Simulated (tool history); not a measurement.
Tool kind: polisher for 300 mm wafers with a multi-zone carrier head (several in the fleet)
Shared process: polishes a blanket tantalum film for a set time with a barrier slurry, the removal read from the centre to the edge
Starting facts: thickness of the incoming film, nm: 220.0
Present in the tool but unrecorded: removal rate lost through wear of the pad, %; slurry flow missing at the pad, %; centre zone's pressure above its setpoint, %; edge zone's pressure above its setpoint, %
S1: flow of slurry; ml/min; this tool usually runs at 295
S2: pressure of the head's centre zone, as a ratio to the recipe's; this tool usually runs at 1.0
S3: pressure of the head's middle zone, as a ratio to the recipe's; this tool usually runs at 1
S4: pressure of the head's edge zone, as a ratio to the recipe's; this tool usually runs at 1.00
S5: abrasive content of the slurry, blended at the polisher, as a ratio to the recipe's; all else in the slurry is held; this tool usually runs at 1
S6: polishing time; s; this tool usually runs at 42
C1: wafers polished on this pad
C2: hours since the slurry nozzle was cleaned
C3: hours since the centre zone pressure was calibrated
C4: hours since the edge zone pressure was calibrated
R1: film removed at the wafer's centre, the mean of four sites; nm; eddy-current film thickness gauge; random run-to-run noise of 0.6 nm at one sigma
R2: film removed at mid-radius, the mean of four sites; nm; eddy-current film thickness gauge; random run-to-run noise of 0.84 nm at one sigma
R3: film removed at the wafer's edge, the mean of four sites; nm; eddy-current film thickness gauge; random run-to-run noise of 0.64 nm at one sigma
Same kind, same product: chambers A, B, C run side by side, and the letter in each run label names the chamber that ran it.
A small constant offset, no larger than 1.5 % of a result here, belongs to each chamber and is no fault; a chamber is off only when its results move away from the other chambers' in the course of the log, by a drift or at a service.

{"run": "1C", "hour": 10.3, "S1": 295, "S2": 1.0, "S3": 1, "S4": 1.0, "S5": 1, "S6": 42, "C1": 401, "C2": 114.5, "C3": 252.3, "C4": 826.5, "R1": 64.144, "R2": 64.71, "R3": 64.873}
{"run": "2A", "hour": 22.1, "S1": 295, "S2": 1.0, "S3": 1, "S4": 1.0, "S5": 1, "S6": 42, "C1": 764, "C2": 175.6, "C3": 158.1, "C4": 272.8, "R1": 64.348, "R2": 62.377, "R3": 65.221}
{"hour": 22.9, "done": "chamber B: worn pad replaced by a new one"}
{"run": "3B", "hour": 34.6, "S1": 295, "S2": 1.0, "S3": 1, "S4": 1.0, "S5": 1, "S6": 42, "C1": 139, "C2": 148.3, "C3": 384.1, "C4": 352.4, "R1": 63.927, "R2": 64.504, "R3": 65.141}
{"run": "4B", "hour": 47.0, "S1": 295, "S2": 1.0, "S3": 1, "S4": 1.0, "S5": 1, "S6": 42, "C1": 286, "C2": 160.7, "C3": 396.5, "C4": 364.8, "R1": 65.413, "R2": 64.141, "R3": 64.569}
{"run": "5A", "hour": 59.7, "S1": 295, "S2": 1.0, "S3": 1, "S4": 1.0, "S5": 1, "S6": 42, "C1": 1209, "C2": 213.2, "C3": 195.7, "C4": 310.4, "R1": 64.238, "R2": 63.983, "R3": 64.541}
{"hour": 61.0, "done": "chamber A: worn pad replaced by a new one"}
{"run": "6C", "hour": 66.5, "S1": 295, "S2": 1.0, "S3": 1, "S4": 1.0, "S5": 1, "S6": 42, "C1": 1067, "C2": 170.7, "C3": 308.5, "C4": 882.7, "R1": 63.275, "R2": 65.432, "R3": 64.331}
{"run": "7B", "hour": 80.3, "S1": 295, "S2": 1.0, "S3": 1, "S4": 1.0, "S5": 1, "S6": 42, "C1": 681, "C2": 194.0, "C3": 429.8, "C4": 398.1, "R1": 64.459, "R2": 64.898, "R3": 65.411}
{"run": "8A", "hour": 94.6, "S1": 295, "S2": 1.0, "S3": 1, "S4": 1.0, "S5": 1, "S6": 42, "C1": 398, "C2": 248.1, "C3": 230.6, "C4": 345.3, "R1": 65.632, "R2": 64.425, "R3": 65.179}
{"run": "9C", "hour": 103.6, "S1": 295, "S2": 1.0, "S3": 1, "S4": 1.0, "S5": 1, "S6": 42, "C1": 1506, "C2": 207.8, "C3": 345.6, "C4": 919.8, "R1": 62.508, "R2": 64.77, "R3": 63.966}
{"hour": 109.6, "done": "chamber B: worn pad replaced by a new one"}
{"run": "10C", "hour": 117.2, "S1": 295, "S2": 1.0, "S3": 1, "S4": 1.0, "S5": 1, "S6": 42, "C1": 1668, "C2": 221.4, "C3": 359.2, "C4": 933.4, "R1": 62.875, "R2": 63.077, "R3": 62.362}
{"run": "11A", "hour": 129.5, "S1": 295, "S2": 1.0, "S3": 1, "S4": 1.0, "S5": 1, "S6": 42, "C1": 811, "C2": 283.0, "C3": 265.5, "C4": 380.2, "R1": 64.718, "R2": 64.195, "R3": 65.051}
{"run": "12B", "hour": 137.3, "S1": 375, "S2": 1.0, "S3": 1, "S4": 1.09, "S5": 1, "S6": 42, "C1": 328, "C2": 251.0, "C3": 486.8, "C4": 455.1, "R1": 66.981, "R2": 64.648, "R3": 70.031}
{"hour": 141.3, "done": "chamber A: worn pad replaced by a new one"}
{"run": "13C", "hour": 147.9, "S1": 375, "S2": 1.0, "S3": 1, "S4": 1.09, "S5": 1, "S6": 42, "C1": 2031, "C2": 252.1, "C3": 389.9, "C4": 964.1, "R1": 64.489, "R2": 64.503, "R3": 65.108}
{"run": "14B", "hour": 162.3, "S1": 375, "S2": 1.0, "S3": 1, "S4": 1.09, "S5": 1, "S6": 42, "C1": 624, "C2": 276.0, "C3": 511.8, "C4": 480.1, "R1": 66.064, "R2": 66.249, "R3": 68.069}
{"hour": 167.9, "done": "chamber B: centre zone pressure recalibrated"}
{"run": "15A", "hour": 171.5, "S1": 295, "S2": 1.0, "S3": 1, "S4": 1.0, "S5": 1, "S6": 42, "C1": 358, "C2": 325.0, "C3": 307.5, "C4": 422.2, "R1": 63.531, "R2": 65.008, "R3": 64.162}
{"run": "16A", "hour": 178.4, "S1": 295, "S2": 1.1, "S3": 1, "S4": 1.0, "S5": 1, "S6": 51, "C1": 440, "C2": 331.9, "C3": 314.4, "C4": 429.1, "R1": 86.153, "R2": 77.131, "R3": 78.002}
{"run": "17C", "hour": 191.8, "S1": 295, "S2": 1.1, "S3": 1, "S4": 1.0, "S5": 1, "S6": 51, "C1": 2552, "C2": 296.0, "C3": 433.8, "C4": 1008.0, "R1": 83.899, "R2": 72.658, "R3": 75.374}
{"hour": 193.0, "done": "chamber C: edge zone pressure recalibrated"}
{"hour": 201.5, "done": "chamber B: worn pad replaced by a new one"}
{"run": "18B", "hour": 201.6, "S1": 295, "S2": 1.1, "S3": 1, "S4": 1.0, "S5": 1, "S6": 51, "C1": 1, "C2": 315.3, "C3": 33.8, "C4": 519.4, "R1": 88.245, "R2": 77.924, "R3": 78.969}
{"hour": 204.7, "done": "chamber A: slurry nozzle cleaned"}
{"hour": 206.7, "done": "chamber A: centre zone pressure recalibrated"}
{"run": "19B", "hour": 209.6, "S1": 295, "S2": 1.0, "S3": 1, "S4": 1.0, "S5": 1, "S6": 42, "C1": 96, "C2": 323.3, "C3": 41.8, "C4": 527.4, "R1": 64.918, "R2": 64.433, "R3": 65.022}
{"run": "20C", "hour": 221.9, "S1": 295, "S2": 1.0, "S3": 1, "S4": 1.0, "S5": 1, "S6": 42, "C1": 2908, "C2": 326.1, "C3": 463.9, "C4": 29.0, "R1": 60.802, "R2": 62.399, "R3": 60.21}
{"run": "21A", "hour": 234.6, "S1": 295, "S2": 1.0, "S3": 1, "S4": 1.0, "S5": 1, "S6": 42, "C1": 1106, "C2": 30.0, "C3": 27.9, "C4": 485.3, "R1": 65.071, "R2": 64.124, "R3": 64.145}
{"hour": 238.4, "done": "chamber A: worn pad replaced by a new one"}
{"run": "22B", "hour": 248.6, "S1": 295, "S2": 1.0, "S3": 1, "S4": 1.0, "S5": 1, "S6": 42, "C1": 558, "C2": 362.3, "C3": 80.8, "C4": 566.4, "R1": 65.138, "R2": 64.307, "R3": 64.561}
{"run": "23A", "hour": 254.9, "S1": 295, "S2": 1.0, "S3": 1, "S4": 1.0, "S5": 1, "S6": 42, "C1": 196, "C2": 50.3, "C3": 48.2, "C4": 505.6, "R1": 63.33, "R2": 63.291, "R3": 64.797}
{"run": "24C", "hour": 263.8, "S1": 295, "S2": 1.0, "S3": 1, "S4": 1.0, "S5": 1, "S6": 42, "C1": 3405, "C2": 368.0, "C3": 505.8, "C4": 70.9, "R1": 60.362, "R2": 60.386, "R3": 59.552}
{"run": "25A", "hour": 272.6, "S1": 295, "S2": 1.0, "S3": 1, "S4": 1.0, "S5": 1, "S6": 42, "C1": 405, "C2": 68.0, "C3": 65.9, "C4": 523.3, "R1": 64.395, "R2": 65.325, "R3": 64.547}
{"run": "26B", "hour": 282.3, "S1": 295, "S2": 1.0, "S3": 1, "S4": 1.0, "S5": 1, "S6": 42, "C1": 958, "C2": 396.0, "C3": 114.5, "C4": 600.1, "R1": 64.074, "R2": 64.261, "R3": 64.614}
{"run": "27C", "hour": 289.6, "S1": 295, "S2": 1.0, "S3": 1, "S4": 1.0, "S5": 1, "S6": 54, "C1": 3711, "C2": 393.8, "C3": 531.6, "C4": 96.7, "R1": 77.668, "R2": 77.231, "R3": 77.551}
{"run": "28C", "hour": 303.8, "S1": 295, "S2": 1.0, "S3": 1, "S4": 1.0, "S5": 1, "S6": 54, "C1": 3879, "C2": 408.0, "C3": 545.8, "C4": 110.9, "R1": 75.663, "R2": 75.368, "R3": 76.52}
{"run": "29A", "hour": 318.1, "S1": 295, "S2": 1.0, "S3": 1, "S4": 1.0, "S5": 1, "S6": 54, "C1": 945, "C2": 113.5, "C3": 111.4, "C4": 568.8, "R1": 83.159, "R2": 84.469, "R3": 83.774}

Next, all 3 chambers run the settings below, one line each with question marks for the results. What does each chamber give?
{"run": "30A", "hour": 328.4, "S1": 295, "S2": 1.0, "S3": 1, "S4": 1.0, "S5": 1, "S6": 42, "R1": "?", "R2": "?", "R3": "?"}
{"run": "30B", "hour": 328.4, "S1": 295, "S2": 1.0, "S3": 1, "S4": 1.0, "S5": 1, "S6": 42, "R1": "?", "R2": "?", "R3": "?"}
{"run": "30C", "hour": 328.4, "S1": 295, "S2": 1.0, "S3": 1, "S4": 1.0, "S5": 1, "S6": 42, "R1": "?", "R2": "?", "R3": "?"}

run=30A R1=64.258 R2=64.296 R3=64.501
run=30B R1=63.461 R2=63.656 R3=65.228
run=30C R1=59.984 R2=58.816 R3=60.137

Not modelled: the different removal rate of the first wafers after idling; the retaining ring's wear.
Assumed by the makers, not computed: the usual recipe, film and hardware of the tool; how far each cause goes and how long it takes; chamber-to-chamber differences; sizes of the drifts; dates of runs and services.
